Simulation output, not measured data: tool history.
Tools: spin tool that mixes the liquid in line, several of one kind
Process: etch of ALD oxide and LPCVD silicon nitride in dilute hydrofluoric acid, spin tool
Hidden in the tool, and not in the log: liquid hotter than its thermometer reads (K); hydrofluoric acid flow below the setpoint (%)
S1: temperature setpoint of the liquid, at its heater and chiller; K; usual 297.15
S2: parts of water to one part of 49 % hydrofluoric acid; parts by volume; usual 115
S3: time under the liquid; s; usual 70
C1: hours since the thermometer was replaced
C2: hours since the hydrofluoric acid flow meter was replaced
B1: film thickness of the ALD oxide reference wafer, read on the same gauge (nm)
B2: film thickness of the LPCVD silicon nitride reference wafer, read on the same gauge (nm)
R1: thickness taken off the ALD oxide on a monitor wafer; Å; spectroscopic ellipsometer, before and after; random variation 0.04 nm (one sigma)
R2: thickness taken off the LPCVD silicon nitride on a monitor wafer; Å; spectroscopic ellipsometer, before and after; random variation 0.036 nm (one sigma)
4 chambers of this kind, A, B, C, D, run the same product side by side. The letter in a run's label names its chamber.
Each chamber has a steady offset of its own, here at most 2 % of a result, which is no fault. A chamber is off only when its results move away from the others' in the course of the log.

run   hour      S1   S2  S3      C1     C2      B1      B2      R1       R2
 1C    5.5  297.15  115  70  1034.4  478.2  100.02  109.99   68.84   3.0013
 2D    8.5  297.15  115  70    1290  191.5  100.02  110.01  68.712    3.496
 3A   11.3  297.15  115  70   234.2  400.7  100.02  109.99  67.385   3.1376
 4B   16.1  297.15  115  70  1340.9  537.5  99.978  109.98  68.401    3.593
 5D   19.9  297.15  115  70  1301.4  202.9  100.02     110  69.775   2.9045
 6C   23.1  297.15  115  70    1052  495.8  100.04  109.99  68.222   3.9072
 7B   27.5  297.15  115  70  1352.3  548.9  99.973  109.97  68.369    3.222
 8A   32.4  297.15  115  30   255.3  421.8  100.01     110  29.139   1.4363
 9B     37  297.15  115  30  1361.8  558.4  100.01     110  29.396   1.4204
10C   40.4  297.15  115  30  1069.3  513.1     100  110.01  29.535   1.6149
11D   45.2  297.15  115  30  1326.7  228.2  99.987  110.01  29.441   1.4864
12A   48.6  293.15  115  35   271.5    438  100.01  110.01  29.213   1.3678
13A   54.4  293.15  115  35   277.3  443.8  99.985     110  28.805   1.1907
14C   59.3  293.15  115  35  1088.2    532  99.995     110  29.217  0.98986
15B   64.3  293.15  115  35  1389.1  585.7  99.973  109.99  29.426   1.2492
16D   70.1  297.15  115  70  1351.6  253.1  99.997  110.02  68.975   3.6745
17C   75.1  297.15  115  70    1104  547.8  99.983  109.99   69.23   3.5414
18A   79.8  297.15  115  70   302.7  469.2  100.05  110.02  67.867   3.1003
19B   84.2  297.15  115  70    1409  605.6  100.01  110.02  68.943    2.897
20D   88.1  297.15  115  70  1369.6  271.1  99.985     110  69.922   3.3538
21A   93.9  297.15  115  70   316.8  483.3  100.03  110.01  67.465   3.3541
22B     99  297.15  115  70  1423.8  620.4  100.03     110  67.788   3.4747
23D  104.4  297.15  115  70  1385.9  287.4  99.987  109.99  69.333   3.6573
24C  108.5  297.15  115  70  1137.4  581.2  99.981     110  69.491    2.825
25C  113.3  297.15  115  70  1142.2    586     100  110.01  70.277   4.2053
26A  116.3  297.15  115  70   339.2  505.7  100.02     110  68.554   3.3063
27B  122.2  297.15  115  70    1447  643.6  100.01     110  67.858   3.5585
28D  127.8  297.15  115  70  1409.3  310.8  100.01  110.01  69.574   3.1528
29C  133.5  297.15  115  70  1162.4  606.2  100.01  110.01   70.25    3.577
30B  137.9  297.15  115  70  1462.7  659.3  100.03  109.99  68.068   2.7405
31D    144  297.15  115  70  1425.5    327  100.01  110.01  69.051   3.2798
32A    149  297.15  115  70   371.9  538.4  99.969  109.99  67.631   2.4894
33B  155.1  297.15  115  70  1479.9  676.5   99.99     110  67.209     2.92
34D  160.7  297.15  115  70  1442.2  343.7  100.01     110  69.122   2.9451

All 4 chambers run these settings next. Forecast each chamber's results:
35A  165.2  297.15  115  70                   ?   ?
35B  165.2  297.15  115  70                   ?   ?
35C  165.2  297.15  115  70                   ?   ?
35D  165.2  297.15  115  70                   ?   ?

run      R1      R2
35A  68.636  3.2991
35B  68.163  3.2005
35C  70.972  3.4578
35D  69.237  3.9765

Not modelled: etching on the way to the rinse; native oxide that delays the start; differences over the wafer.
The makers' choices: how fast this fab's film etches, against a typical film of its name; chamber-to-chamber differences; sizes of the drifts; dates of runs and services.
